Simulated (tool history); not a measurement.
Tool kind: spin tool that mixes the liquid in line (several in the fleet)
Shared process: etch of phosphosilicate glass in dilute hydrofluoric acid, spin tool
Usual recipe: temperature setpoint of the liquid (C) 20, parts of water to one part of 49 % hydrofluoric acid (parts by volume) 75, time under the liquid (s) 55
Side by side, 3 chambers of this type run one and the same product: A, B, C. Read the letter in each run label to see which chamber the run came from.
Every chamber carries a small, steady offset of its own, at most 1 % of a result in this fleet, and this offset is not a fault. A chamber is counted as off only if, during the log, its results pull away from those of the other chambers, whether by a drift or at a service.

run   hour  temperature setpoint of the liquid (C)  parts of water to one part of 49 % hydrofluoric acid (parts by volume)  time under the liquid (s)  read-back film thickness of the phosphosilicate glass reference wafer, read on the same gauge (nm)  thickness taken off the phosphosilicate glass on a monitor wafer (Å)
 1B    4.9                                      20                                                                      75                         55                                                                                              80.003                                                                387.15
 2C   12.4                                      20                                                                      75                         55                                                                                              80.046                                                                390.20
 3A   19.4                                      20                                                                      75                         55                                                                                              79.986                                                                391.28
 4A   26.0                                      20                                                                      75                         55                                                                                              80.046                                                                386.85
 5B   33.7                                      20                                                                      75                         55                                                                                              79.965                                                                387.62
 6C   40.4                                      20                                                                      75                         55                                                                                              79.982                                                                386.26
 7C   48.0                                      20                                                                      75                         55                                                                                              79.990                                                                387.54
 8B   52.2                                      20                                                                      75                         55                                                                                              79.973                                                                389.55
 9A   57.0                                      20                                                                      75                         55                                                                                              80.003                                                                391.18
10C   64.1                                      20                                                                     100                         65                                                                                              80.060                                                                334.61
11B   69.3                                      20                                                                     100                         65                                                                                              80.016                                                                330.64
12A   76.3                                      20                                                                     100                         65                                                                                              79.970                                                                337.03
13C   80.1                                      20                                                                      75                         55                                                                                              80.043                                                                393.84
14A   84.3                                      20                                                                      75                         55                                                                                              79.980                                                                388.34
15B   91.6                                      20                                                                      75                         55                                                                                              79.979                                                                384.17
16C   96.1                                      20                                                                      75                         55                                                                                              80.026                                                                386.77
17A  102.6                                      20                                                                      75                         55                                                                                              80.020                                                                387.94
18B  109.0                                      20                                                                      75                         55                                                                                              79.965                                                                386.61
19B  114.8                                      20                                                                      75                         55                                                                                              80.058                                                                386.39
20C  121.6                                      20                                                                      75                         55                                                                                              80.023                                                                390.01
21A  127.2                                      20                                                                      75                         55                                                                                              79.969                                                                388.05
22B  132.1                                      20                                                                      75                         55                                                                                              80.009                                                                386.03
23C  138.9                                      20                                                                      75                         55                                                                                              79.963                                                                392.42
24A  146.9                                      20                                                                      40                         55                                                                                              80.028                                                                767.91
25C  152.9                                      20                                                                      40                         55                                                                                              79.997                                                                784.64
26B  157.7                                      20                                                                      40                         55                                                                                              80.012                                                                761.79
     160.8  -- chamber C: hydrofluoric acid flow meter replaced
27A  164.2                                      20                                                                      75                         40                                                                                              79.998                                                                282.17
28B  168.2                                      20                                                                      75                         40                                                                                              80.020                                                                280.31
29A  176.0                                      20                                                                      75                         40                                                                                              80.014                                                                282.83
30C  184.2                                      20                                                                      75                         55                                                                                              80.020                                                                396.74
31C  188.7                                      20                                                                      75                         55                                                                                              79.999                                                                400.96
32B  196.4                                      20                                                                      75                         55                                                                                              79.958                                                                388.80
33A  201.1                                      20                                                                      75                         55                                                                                              80.024                                                                387.47
34B  206.6                                      20                                                                      75                         55                                                                                              79.964                                                                387.60
35A  213.2                                      20                                                                      75                         55                                                                                              80.000                                                                389.60
36C  218.0                                      20                                                                      75                         55                                                                                              79.977                                                                399.53
37C  222.0                                      20                                                                      75                         55                                                                                              80.006                                                                403.20
38B  229.1                                      20                                                                      75                         55                                                                                              79.962                                                                387.60
39A  234.0                                      20                                                                      50                         75                                                                                              79.969                                                                814.39
40A  240.2                                      20                                                                      50                         75                                                                                              80.027                                                                824.59
41C  246.7                                      20                                                                      50                         75                                                                                              79.981                                                                850.25

Is one chamber off against the others, does the gauge drift, or is nothing wrong? If a chamber is off, say which, and what the likeliest cause is.

Chamber C drifts away from the others.
What lies behind it: liquid hotter than its thermometer reads (K) = 1.01.

Here are 4 candidates for chamber C's next run, each the usual settings with a change, their results left as question marks. Which one brings its results back in line with what the others give on the usual settings?
Maximum distance from the other chambers' mean on the usual settings for a result to count as in line: thickness taken off the phosphosilicate glass on a monitor wafer (Å) 7.90
42C-1  252.7                                      20                                                                      80                         55                                                                                                                                                                         ?
42C-2  252.7                                      19                                                                      75                         55                                                                                                                                                                         ?
42C-3  252.7                                      21                                                                      75                         55                                                                                                                                                                         ?
42C-4  252.7                                      20                                                                      70                         55                                                                                                                                                                         ?

On the usual settings, the other chambers give on average: thickness taken off the phosphosilicate glass on a monitor wafer (Å) 388.06
  run  thickness taken off the phosphosilicate glass on a monitor wafer (Å)
42C-1                                                                373.57
42C-2                                                                384.62
42C-3                                                                418.34
42C-4                                                                433.06
42C-2 brings the chamber back in line.

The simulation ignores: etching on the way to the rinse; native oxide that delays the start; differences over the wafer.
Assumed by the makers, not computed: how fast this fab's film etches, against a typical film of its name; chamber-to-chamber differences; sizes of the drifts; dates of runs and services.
